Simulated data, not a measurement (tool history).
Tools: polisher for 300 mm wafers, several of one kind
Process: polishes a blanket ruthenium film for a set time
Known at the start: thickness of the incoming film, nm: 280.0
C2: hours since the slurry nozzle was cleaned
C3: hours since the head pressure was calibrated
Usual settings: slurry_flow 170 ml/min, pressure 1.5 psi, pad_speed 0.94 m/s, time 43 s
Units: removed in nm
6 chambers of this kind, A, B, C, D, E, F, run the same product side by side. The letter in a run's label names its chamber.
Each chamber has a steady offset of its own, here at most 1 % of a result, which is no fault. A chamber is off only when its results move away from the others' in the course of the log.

{"hour": 2.1, "done": "chamber D: worn pad replaced by a new one"}
{"run": "1A", "hour": 4.1, "slurry_flow": 170, "pressure": 1.5, "pad_speed": 0.94, "time": 43, "wafers polished on this pad": 396, "C2": 177.5, "C3": 810.4, "removed": 28.714}
{"run": "2B", "hour": 10.7, "slurry_flow": 170, "pressure": 1.5, "pad_speed": 0.94, "time": 43, "wafers polished on this pad": 713, "C2": 348.9, "C3": 600.1, "removed": 28.489}
{"hour": 10.8, "done": "chamber C: worn pad replaced by a new one"}
{"run": "3F", "hour": 18.6, "slurry_flow": 170, "pressure": 1.5, "pad_speed": 0.94, "time": 43, "wafers polished on this pad": 423, "C2": 450.1, "C3": 303.6, "removed": 28.383}
{"hour": 18.8, "done": "chamber E: worn pad replaced by a new one"}
{"hour": 21.6, "done": "chamber A: worn pad replaced by a new one"}
{"run": "4E", "hour": 25.5, "slurry_flow": 170, "pressure": 1.5, "pad_speed": 0.94, "time": 43, "wafers polished on this pad": 80, "C2": 452.9, "C3": 467.3, "removed": 28.122}
{"run": "5D", "hour": 30.4, "slurry_flow": 170, "pressure": 1.5, "pad_speed": 0.94, "time": 43, "wafers polished on this pad": 339, "C2": 236.6, "C3": 940.3, "removed": 28.203}
{"hour": 30.5, "done": "chamber B: worn pad replaced by a new one"}
{"run": "6C", "hour": 37.1, "slurry_flow": 170, "pressure": 1.5, "pad_speed": 0.94, "time": 43, "wafers polished on this pad": 315, "C2": 144.5, "C3": 474.4, "removed": 28.555}
{"run": "7F", "hour": 43.6, "slurry_flow": 170, "pressure": 1.5, "pad_speed": 0.94, "time": 43, "wafers polished on this pad": 723, "C2": 475.1, "C3": 328.6, "removed": 28.629}
{"run": "8A", "hour": 48.1, "slurry_flow": 170, "pressure": 1.5, "pad_speed": 0.94, "time": 43, "wafers polished on this pad": 318, "C2": 221.5, "C3": 854.4, "removed": 28.602}
{"run": "9D", "hour": 53.5, "slurry_flow": 170, "pressure": 1.5, "pad_speed": 0.94, "time": 43, "wafers polished on this pad": 616, "C2": 259.7, "C3": 963.4, "removed": 28.345}
{"run": "10E", "hour": 58.7, "slurry_flow": 170, "pressure": 1.5, "pad_speed": 0.94, "time": 43, "wafers polished on this pad": 479, "C2": 486.1, "C3": 500.5, "removed": 28.62}
{"hour": 61.6, "done": "chamber D: worn pad replaced by a new one"}
{"hour": 64.1, "done": "chamber A: worn pad replaced by a new one"}
{"run": "11C", "hour": 64.4, "slurry_flow": 170, "pressure": 1.5, "pad_speed": 0.94, "time": 43, "wafers polished on this pad": 643, "C2": 171.8, "C3": 501.7, "removed": 28.742}
{"hour": 67.7, "done": "chamber F: worn pad replaced by a new one"}
{"hour": 69.2, "done": "chamber E: head pressure recalibrated"}
{"run": "12B", "hour": 70.0, "slurry_flow": 170, "pressure": 1.5, "pad_speed": 0.94, "time": 43, "wafers polished on this pad": 474, "C2": 408.2, "C3": 659.4, "removed": 27.957}
{"run": "13F", "hour": 77.9, "slurry_flow": 170, "pressure": 1.5, "pad_speed": 0.94, "time": 43, "wafers polished on this pad": 123, "C2": 509.4, "C3": 362.9, "removed": 28.499}
{"run": "14C", "hour": 83.0, "slurry_flow": 170, "pressure": 1.5, "pad_speed": 0.94, "time": 43, "wafers polished on this pad": 866, "C2": 190.4, "C3": 520.3, "removed": 28.427}
{"run": "15D", "hour": 86.7, "slurry_flow": 170, "pressure": 1.5, "pad_speed": 0.94, "time": 43, "wafers polished on this pad": 302, "C2": 292.9, "C3": 996.6, "removed": 28.248}
{"run": "16A", "hour": 90.5, "slurry_flow": 170, "pressure": 1.3, "pad_speed": 0.94, "time": 43, "wafers polished on this pad": 317, "C2": 263.9, "C3": 896.8, "removed": 24.742}
{"run": "17B", "hour": 98.2, "slurry_flow": 170, "pressure": 1.3, "pad_speed": 0.94, "time": 43, "wafers polished on this pad": 812, "C2": 436.4, "C3": 687.6, "removed": 24.497}
{"hour": 100.9, "done": "chamber E: worn pad replaced by a new one"}
{"run": "18E", "hour": 105.3, "slurry_flow": 170, "pressure": 1.3, "pad_speed": 0.94, "time": 43, "wafers polished on this pad": 53, "C2": 532.7, "C3": 36.1, "removed": 24.512}
{"run": "19F", "hour": 110.3, "slurry_flow": 170, "pressure": 1.3, "pad_speed": 0.94, "time": 43, "wafers polished on this pad": 511, "C2": 541.8, "C3": 395.3, "removed": 24.513}
{"hour": 112.0, "done": "chamber A: worn pad replaced by a new one"}
{"hour": 113.4, "done": "chamber C: slurry nozzle cleaned"}
{"run": "20D", "hour": 113.9, "slurry_flow": 170, "pressure": 1.3, "pad_speed": 0.94, "time": 43, "wafers polished on this pad": 628, "C2": 320.1, "C3": 1023.8, "removed": 24.936}
{"run": "21C", "hour": 119.0, "slurry_flow": 170, "pressure": 1.3, "pad_speed": 0.94, "time": 43, "wafers polished on this pad": 1298, "C2": 5.6, "C3": 556.3, "removed": 24.475}
{"hour": 121.8, "done": "chamber C: worn pad replaced by a new one"}
{"hour": 124.6, "done": "chamber D: worn pad replaced by a new one"}
{"run": "22A", "hour": 124.7, "slurry_flow": 170, "pressure": 1.5, "pad_speed": 0.94, "time": 43, "wafers polished on this pad": 152, "C2": 298.1, "C3": 931.0, "removed": 28.468}
{"run": "23B", "hour": 129.9, "slurry_flow": 170, "pressure": 1.5, "pad_speed": 0.94, "time": 43, "wafers polished on this pad": 1193, "C2": 468.1, "C3": 719.3, "removed": 28.229}
{"hour": 132.6, "done": "chamber B: worn pad replaced by a new one"}
{"run": "24E", "hour": 136.9, "slurry_flow": 170, "pressure": 1.5, "pad_speed": 0.94, "time": 43, "wafers polished on this pad": 432, "C2": 564.3, "C3": 67.7, "removed": 28.436}
{"run": "25A", "hour": 141.0, "slurry_flow": 170, "pressure": 1.5, "pad_speed": 0.94, "time": 43, "wafers polished on this pad": 348, "C2": 314.4, "C3": 947.3, "removed": 28.703}
{"run": "26E", "hour": 147.0, "slurry_flow": 170, "pressure": 1.5, "pad_speed": 0.94, "time": 43, "wafers polished on this pad": 553, "C2": 574.4, "C3": 77.8, "removed": 28.557}
{"run": "27F", "hour": 154.3, "slurry_flow": 170, "pressure": 1.5, "pad_speed": 0.94, "time": 43, "wafers polished on this pad": 1040, "C2": 585.8, "C3": 439.3, "removed": 28.159}
{"hour": 154.9, "done": "chamber F: worn pad replaced by a new one"}
{"hour": 155.0, "done": "chamber A: worn pad replaced by a new one"}
{"run": "28C", "hour": 159.2, "slurry_flow": 170, "pressure": 1.5, "pad_speed": 0.94, "time": 43, "wafers polished on this pad": 449, "C2": 45.8, "C3": 596.5, "removed": 28.362}
{"hour": 164.1, "done": "chamber D: head pressure recalibrated"}
{"run": "29D", "hour": 165.1, "slurry_flow": 170, "pressure": 1.5, "pad_speed": 1.24, "time": 55, "wafers polished on this pad": 486, "C2": 371.3, "C3": 1.0, "removed": 47.943}
{"run": "30B", "hour": 168.7, "slurry_flow": 170, "pressure": 1.5, "pad_speed": 1.24, "time": 55, "wafers polished on this pad": 434, "C2": 506.9, "C3": 758.1, "removed": 47.122}
{"hour": 171.0, "done": "chamber F: slurry nozzle cleaned"}
{"hour": 175.1, "done": "chamber E: worn pad replaced by a new one"}
{"run": "31B", "hour": 176.0, "slurry_flow": 170, "pressure": 1.5, "pad_speed": 1.24, "time": 55, "wafers polished on this pad": 521, "C2": 514.2, "C3": 765.4, "removed": 47.848}
{"run": "32C", "hour": 179.6, "slurry_flow": 170, "pressure": 1.5, "pad_speed": 1.24, "time": 55, "wafers polished on this pad": 694, "C2": 66.2, "C3": 616.9, "removed": 47.421}
{"hour": 181.7, "done": "chamber D: worn pad replaced by a new one"}
{"run": "33E", "hour": 184.1, "slurry_flow": 170, "pressure": 1.5, "pad_speed": 1.24, "time": 55, "wafers polished on this pad": 108, "C2": 611.5, "C3": 114.9, "removed": 48.066}
{"run": "34F", "hour": 190.9, "slurry_flow": 170, "pressure": 1.5, "pad_speed": 1.24, "time": 55, "wafers polished on this pad": 433, "C2": 20.0, "C3": 475.9, "removed": 47.514}
{"run": "35A", "hour": 196.6, "slurry_flow": 170, "pressure": 1.5, "pad_speed": 0.94, "time": 43, "wafers polished on this pad": 499, "C2": 370.0, "C3": 1002.9, "removed": 29.0}
{"run": "36D", "hour": 202.6, "slurry_flow": 170, "pressure": 1.5, "pad_speed": 0.94, "time": 43, "wafers polished on this pad": 250, "C2": 408.8, "C3": 38.5, "removed": 28.033}
{"run": "37D", "hour": 210.1, "slurry_flow": 170, "pressure": 1.5, "pad_speed": 0.94, "time": 43, "wafers polished on this pad": 341, "C2": 416.3, "C3": 46.0, "removed": 28.495}
{"run": "38F", "hour": 215.5, "slurry_flow": 170, "pressure": 1.5, "pad_speed": 0.94, "time": 43, "wafers polished on this pad": 728, "C2": 44.6, "C3": 500.5, "removed": 28.471}

All 6 chambers run these settings next. Forecast each chamber's results:
{"run": "39A", "hour": 221.2, "slurry_flow": 170, "pressure": 1.5, "pad_speed": 1.22, "time": 43, "removed": "?"}
{"run": "39B", "hour": 221.2, "slurry_flow": 170, "pressure": 1.5, "pad_speed": 1.22, "time": 43, "removed": "?"}
{"run": "39C", "hour": 221.2, "slurry_flow": 170, "pressure": 1.5, "pad_speed": 1.22, "time": 43, "removed": "?"}
{"run": "39D", "hour": 221.2, "slurry_flow": 170, "pressure": 1.5, "pad_speed": 1.22, "time": 43, "removed": "?"}
{"run": "39E", "hour": 221.2, "slurry_flow": 170, "pressure": 1.5, "pad_speed": 1.22, "time": 43, "removed": "?"}
{"run": "39F", "hour": 221.2, "slurry_flow": 170, "pressure": 1.5, "pad_speed": 1.22, "time": 43, "removed": "?"}

run=39A removed=36.733
run=39B removed=36.464
run=39C removed=36.490
run=39D removed=37.160
run=39E removed=37.084
run=39F removed=37.072
